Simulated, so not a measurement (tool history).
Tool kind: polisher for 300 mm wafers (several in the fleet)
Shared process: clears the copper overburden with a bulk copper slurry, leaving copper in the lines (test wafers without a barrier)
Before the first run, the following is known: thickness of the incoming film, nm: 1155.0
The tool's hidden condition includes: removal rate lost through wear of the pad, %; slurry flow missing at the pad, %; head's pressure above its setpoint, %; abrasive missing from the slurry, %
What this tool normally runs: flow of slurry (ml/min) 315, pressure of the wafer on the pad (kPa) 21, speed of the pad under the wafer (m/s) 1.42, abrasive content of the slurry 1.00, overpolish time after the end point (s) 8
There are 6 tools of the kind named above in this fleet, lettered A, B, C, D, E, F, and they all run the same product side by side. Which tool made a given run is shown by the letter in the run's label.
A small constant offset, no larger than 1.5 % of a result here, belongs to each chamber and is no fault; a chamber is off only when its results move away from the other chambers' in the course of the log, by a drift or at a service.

| run | day | flow of slurry (ml/min) | pressure of the wafer on the pad (kPa) | speed of the pad under the wafer (m/s) | abrasive content of the slurry | overpolish time after the end point (s) | wafers polished on this pad | hours since the slurry nozzle was cleaned | hours since the head pressure was calibrated | hours since the slurry blender was calibrated | time until the end point was called (s) | dishing of a wide line in a test structure (nm) |
|---|---|---|---|---|---|---|---|---|---|---|---|---|
| 1B | 0.312 | 315 | 21 | 1.42 | 1.00 | 8 | 819 | 138.3 | 912.1 | 12.2 | 82.720 | 68.242 |
|  | 0.496 | chamber F: slurry nozzle cleaned |
|  | 0.567 | chamber D: worn pad replaced by a new one |
|  | 0.583 | chamber A: head pressure recalibrated |
| 2A | 0.646 | 315 | 21 | 1.42 | 1.00 | 8 | 248 | 221.2 | 1.5 | 148.3 | 81.223 | 69.273 |
| 3E | 1.133 | 315 | 21 | 1.42 | 1.00 | 8 | 474 | 233.2 | 589.7 | 130.2 | 79.120 | 67.211 |
|  | 1.138 | chamber C: worn pad replaced by a new one |
|  | 1.350 | chamber E: slurry nozzle cleaned |
| 4F | 1.696 | 315 | 21 | 1.42 | 1.00 | 8 | 1195 | 28.8 | 356.0 | 192.3 | 81.884 | 68.563 |
|  | 1.854 | chamber B: worn pad replaced by a new one |
|  | 2.046 | chamber F: worn pad replaced by a new one |
| 5C | 2.192 | 315 | 21 | 1.42 | 1.00 | 8 | 246 | 220.1 | 386.6 | 185.7 | 84.429 | 67.411 |
| 6D | 2.667 | 315 | 21 | 1.42 | 1.00 | 8 | 488 | 712.2 | 225.0 | 111.8 | 84.559 | 66.639 |
|  | 2.683 | chamber A: worn pad replaced by a new one |
| 7A | 2.996 | 315 | 21 | 1.42 | 1.00 | 8 | 73 | 277.6 | 57.9 | 204.7 | 82.120 | 67.516 |
|  | 3.171 | chamber E: worn pad replaced by a new one |
|  | 3.462 | chamber A: slurry blender recalibrated |
| 8C | 3.529 | 315 | 21 | 1.42 | 1.00 | 8 | 557 | 252.2 | 418.7 | 217.8 | 81.051 | 67.615 |
|  | 3.788 | chamber D: worn pad replaced by a new one |
| 9E | 4.054 | 315 | 21 | 1.42 | 1.00 | 8 | 205 | 65.0 | 659.8 | 200.3 | 82.018 | 68.029 |
|  | 4.358 | chamber C: slurry nozzle cleaned |
|  | 4.417 | chamber C: worn pad replaced by a new one |
| 10B | 4.588 | 315 | 21 | 1.42 | 1.00 | 8 | 636 | 240.9 | 1014.7 | 114.8 | 79.793 | 67.460 |
| 11D | 4.967 | 315 | 21 | 1.42 | 0.85 | 12 | 274 | 767.4 | 280.2 | 167.0 | 85.828 | 87.477 |
| 12F | 5.250 | 315 | 21 | 1.42 | 0.85 | 12 | 745 | 114.1 | 441.3 | 277.6 | 85.428 | 88.190 |
| 13B | 5.767 | 315 | 21 | 1.42 | 0.85 | 12 | 911 | 269.2 | 1043.0 | 143.1 | 84.564 | 87.133 |
| 14D | 6.175 | 315 | 21 | 1.42 | 0.85 | 12 | 555 | 796.4 | 309.2 | 196.0 | 87.638 | 87.497 |
|  | 6.200 | chamber A: worn pad replaced by a new one |
| 15E | 6.500 | 315 | 21 | 1.42 | 0.85 | 12 | 774 | 123.7 | 718.5 | 259.0 | 84.610 | 86.752 |
|  | 6.600 | chamber B: worn pad replaced by a new one |
| 16C | 6.796 | 315 | 21 | 1.42 | 0.85 | 12 | 553 | 58.5 | 497.1 | 296.2 | 87.177 | 87.447 |
|  | 7.012 | chamber E: worn pad replaced by a new one |
|  | 7.221 | chamber D: worn pad replaced by a new one |
| 17F | 7.283 | 315 | 21 | 1.42 | 1.00 | 8 | 1218 | 162.9 | 490.1 | 326.4 | 82.765 | 68.412 |
| 18A | 7.617 | 315 | 21 | 1.42 | 1.00 | 8 | 329 | 388.5 | 168.8 | 99.8 | 82.216 | 68.652 |
|  | 7.917 | chamber C: worn pad replaced by a new one |
| 19E | 7.950 | 315 | 21 | 1.42 | 1.00 | 8 | 218 | 158.5 | 753.3 | 293.8 | 81.498 | 67.429 |
| 20D | 8.229 | 315 | 21 | 1.42 | 1.00 | 8 | 235 | 845.7 | 358.5 | 245.3 | 84.211 | 68.069 |
|  | 8.504 | chamber B: slurry blender recalibrated |
| 21F | 8.604 | 315 | 21 | 1.42 | 1.00 | 8 | 1526 | 194.6 | 521.8 | 358.1 | 80.419 | 68.065 |
|  | 8.838 | chamber F: worn pad replaced by a new one |
| 22C | 8.938 | 315 | 21 | 1.42 | 1.00 | 8 | 238 | 109.9 | 548.5 | 347.6 | 82.805 | 68.070 |
| 23B | 9.525 | 315 | 21 | 1.42 | 1.00 | 8 | 680 | 359.4 | 1133.2 | 24.6 | 82.506 | 67.464 |
|  | 9.600 | chamber E: slurry nozzle cleaned |
|  | 9.754 | chamber F: slurry blender recalibrated |
|  | 9.954 | chamber E: head pressure recalibrated |
|  | 9.979 | chamber A: worn pad replaced by a new one |
| 24A | 10.083 | 315 | 21 | 1.42 | 1.00 | 8 | 24 | 447.7 | 228.0 | 159.0 | 83.755 | 69.335 |
|  | 10.200 | chamber D: slurry blender recalibrated |
| 25A | 10.617 | 315 | 21 | 1.42 | 1.00 | 8 | 148 | 460.5 | 240.8 | 171.8 | 83.831 | 69.083 |
|  | 10.838 | chamber C: worn pad replaced by a new one |
| 26C | 10.979 | 315 | 21 | 1.42 | 1.00 | 8 | 33 | 158.9 | 597.5 | 396.6 | 80.510 | 67.714 |
|  | 11.029 | chamber D: worn pad replaced by a new one |
|  | 11.392 | chamber E: worn pad replaced by a new one |
| 27D | 11.479 | 315 | 21 | 1.42 | 1.00 | 8 | 105 | 923.7 | 436.5 | 30.8 | 83.303 | 68.029 |
| 28B | 11.871 | 315 | 21 | 1.42 | 1.00 | 8 | 1226 | 415.7 | 1189.5 | 80.9 | 82.976 | 68.080 |
|  | 12.317 | chamber B: worn pad replaced by a new one |
| 29E | 12.429 | 315 | 21 | 1.42 | 1.00 | 8 | 242 | 68.0 | 59.4 | 401.3 | 81.705 | 68.051 |
| 30F | 12.929 | 315 | 21 | 1.42 | 1.00 | 8 | 952 | 298.4 | 625.6 | 76.3 | 85.056 | 68.257 |
|  | 12.971 | chamber A: worn pad replaced by a new one |
|  | 13.367 | chamber D: slurry nozzle cleaned |
| 31A | 13.375 | 315 | 21 | 1.42 | 1.00 | 8 | 94 | 526.7 | 307.0 | 238.0 | 83.115 | 67.635 |
|  | 13.617 | chamber A: slurry blender recalibrated |
| 32B | 13.788 | 315 | 21 | 1.42 | 1.00 | 8 | 343 | 461.7 | 1235.5 | 126.9 | 83.260 | 66.614 |
|  | 13.854 | chamber C: worn pad replaced by a new one |
| 33D | 14.058 | 315 | 21 | 1.42 | 1.00 | 8 | 705 | 16.7 | 498.4 | 92.7 | 84.633 | 68.089 |
|  | 14.079 | chamber D: worn pad replaced by a new one |
| 34E | 14.392 | 315 | 21 | 1.42 | 1.00 | 8 | 698 | 115.1 | 106.5 | 448.4 | 81.858 | 66.909 |
|  | 14.650 | chamber F: worn pad replaced by a new one |
| 35F | 14.871 | 315 | 21 | 1.56 | 1.00 | 8 | 52 | 345.0 | 672.2 | 122.9 | 74.676 | 71.570 |
|  | 15.179 | chamber C: slurry blender recalibrated |
| 36C | 15.350 | 315 | 21 | 1.56 | 1.00 | 8 | 348 | 263.8 | 702.4 | 4.1 | 75.223 | 72.237 |
|  | 15.571 | chamber E: worn pad replaced by a new one |
| 37A | 15.779 | 315 | 21 | 1.56 | 1.00 | 8 | 653 | 584.4 | 364.7 | 52.0 | 75.740 | 72.866 |
|  | 15.817 | chamber E: slurry blender recalibrated |
| 38E | 16.300 | 315 | 21 | 1.56 | 1.00 | 8 | 169 | 160.9 | 152.3 | 11.6 | 74.150 | 73.328 |
| 39D | 16.704 | 315 | 21 | 1.56 | 1.00 | 8 | 610 | 80.2 | 561.9 | 156.2 | 76.842 | 72.564 |

For the next run the whole fleet of 6 chambers uses the same settings. Give each chamber's results:
| 40A | 17.129 | 315 | 21 | 1.42 | 1.00 | 8 |  |  |  |  | ? | ? |
| 40B | 17.129 | 315 | 21 | 1.42 | 1.00 | 8 |  |  |  |  | ? | ? |
| 40C | 17.129 | 315 | 21 | 1.42 | 1.00 | 8 |  |  |  |  | ? | ? |
| 40D | 17.129 | 315 | 21 | 1.42 | 1.00 | 8 |  |  |  |  | ? | ? |
| 40E | 17.129 | 315 | 21 | 1.42 | 1.00 | 8 |  |  |  |  | ? | ? |
| 40F | 17.129 | 315 | 21 | 1.42 | 1.00 | 8 |  |  |  |  | ? | ? |

| run | time until the end point was called (s) | dishing of a wide line in a test structure (nm) |
|---|---|---|
| 40A | 86.008 | 68.039 |
| 40B | 81.986 | 68.899 |
| 40C | 84.395 | 66.278 |
| 40D | 82.274 | 67.748 |
| 40E | 81.596 | 66.861 |
| 40F | 82.883 | 67.595 |
